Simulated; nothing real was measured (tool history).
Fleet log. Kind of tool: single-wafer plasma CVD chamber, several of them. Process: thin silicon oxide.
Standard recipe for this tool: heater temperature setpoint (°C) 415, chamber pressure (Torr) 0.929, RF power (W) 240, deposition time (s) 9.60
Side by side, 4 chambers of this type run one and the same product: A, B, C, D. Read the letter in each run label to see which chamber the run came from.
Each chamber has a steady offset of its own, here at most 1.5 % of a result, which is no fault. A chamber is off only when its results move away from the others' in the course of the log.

run,day,heater temperature setpoint (°C),chamber pressure (Torr),RF power (W),deposition time (s),"read-back reference wafer on the same gauge, thickness_nm",mean film thickness on the monitor wafer (angstrom)
1C,0.612,415,0.929,240,9.60,19.528,178.19
2A,0.938,415,0.929,240,9.60,19.482,180.59
3B,1.558,415,0.929,240,9.60,19.514,181.41
# day 1.875: chamber A: capacitance manometer re-zeroed and calibrated
4D,2.004,415,0.929,240,9.60,19.502,178.08
5C,2.396,415,0.929,240,9.60,19.492,180.52
6D,2.788,415,0.929,240,9.60,19.517,176.31
7B,3.217,415,0.929,240,9.60,19.512,181.02
8A,3.504,415,0.929,240,9.60,19.487,181.75
9B,3.983,415,0.929,270,9.60,19.488,191.05
10D,4.279,415,0.929,270,9.60,19.476,187.67
11C,4.592,415,0.929,270,9.60,19.536,191.53
12A,5.012,415,0.929,270,9.60,19.501,191.48
13B,5.408,415,0.929,240,9.60,19.507,181.00
14A,5.942,415,0.929,240,9.60,19.471,181.64
15D,6.433,415,0.929,240,9.60,19.488,180.74
16C,6.850,415,0.929,275,8.90,19.502,178.61
17C,7.171,415,0.929,275,8.90,19.474,177.63
18B,7.600,415,0.929,275,8.90,19.487,179.96
19D,7.950,415,0.929,275,8.90,19.498,178.85
20A,8.508,428,0.929,220,9.60,19.506,171.21
21C,8.954,428,0.929,220,9.60,19.475,172.30
22B,9.458,428,0.929,220,9.60,19.497,172.82
# day 9.833: chamber B: capacitance manometer re-zeroed and calibrated
23D,9.946,428,0.929,220,9.60,19.509,176.42
24A,10.288,426,0.929,240,9.60,19.465,180.37
25B,10.717,426,0.929,240,9.60,19.507,179.80
26A,11.271,426,0.929,240,9.60,19.492,180.29
27D,11.812,426,0.929,240,9.60,19.487,184.69
28C,12.154,415,0.929,240,9.60,19.529,180.11
# day 12.367: chamber C: RF generator calibrated
29B,12.733,415,0.929,240,9.60,19.490,180.59
30A,13.358,415,0.929,215,8.49,19.507,151.45
31D,13.704,415,0.929,215,8.49,19.483,158.38
32C,14.242,415,0.929,215,8.49,19.506,151.52
33D,14.738,415,0.929,215,8.49,19.512,158.66
34C,15.367,415,0.929,240,9.60,19.514,181.95

Decide between three cases: one chamber stands off from its peers, the gauge reading all wafers drifts, or nothing is wrong past each chamber's small offset. Where a chamber is off, say which and what most likely put it there.

It is chamber D that slowly wanders off from its peers.
Cause: true pressure above the setpoint (%) = 7.82.

Which of the 4 candidates below, each the usual settings with something changed and its results left as question marks, puts chamber D back in line with what the other chambers give on the usual settings?
In line here means within this much of the mean the other chambers give on the usual settings: mean film thickness on the monitor wafer (angstrom) 3.00
35D-1,15.812,415,0.929,240,10.04,,?
35D-2,15.812,415,0.921,240,9.52,,?
35D-3,15.812,415,0.937,240,9.68,,?
35D-4,15.812,415,0.905,235,9.38,,?

The other chambers' mean on the usual settings: mean film thickness on the monitor wafer (angstrom) 180.86
run,mean film thickness on the monitor wafer (angstrom)
35D-1,198.58
35D-2,187.25
35D-3,192.55
35D-4,180.63
35D-4 is the one that brings the chamber's results back in line with the other chambers.

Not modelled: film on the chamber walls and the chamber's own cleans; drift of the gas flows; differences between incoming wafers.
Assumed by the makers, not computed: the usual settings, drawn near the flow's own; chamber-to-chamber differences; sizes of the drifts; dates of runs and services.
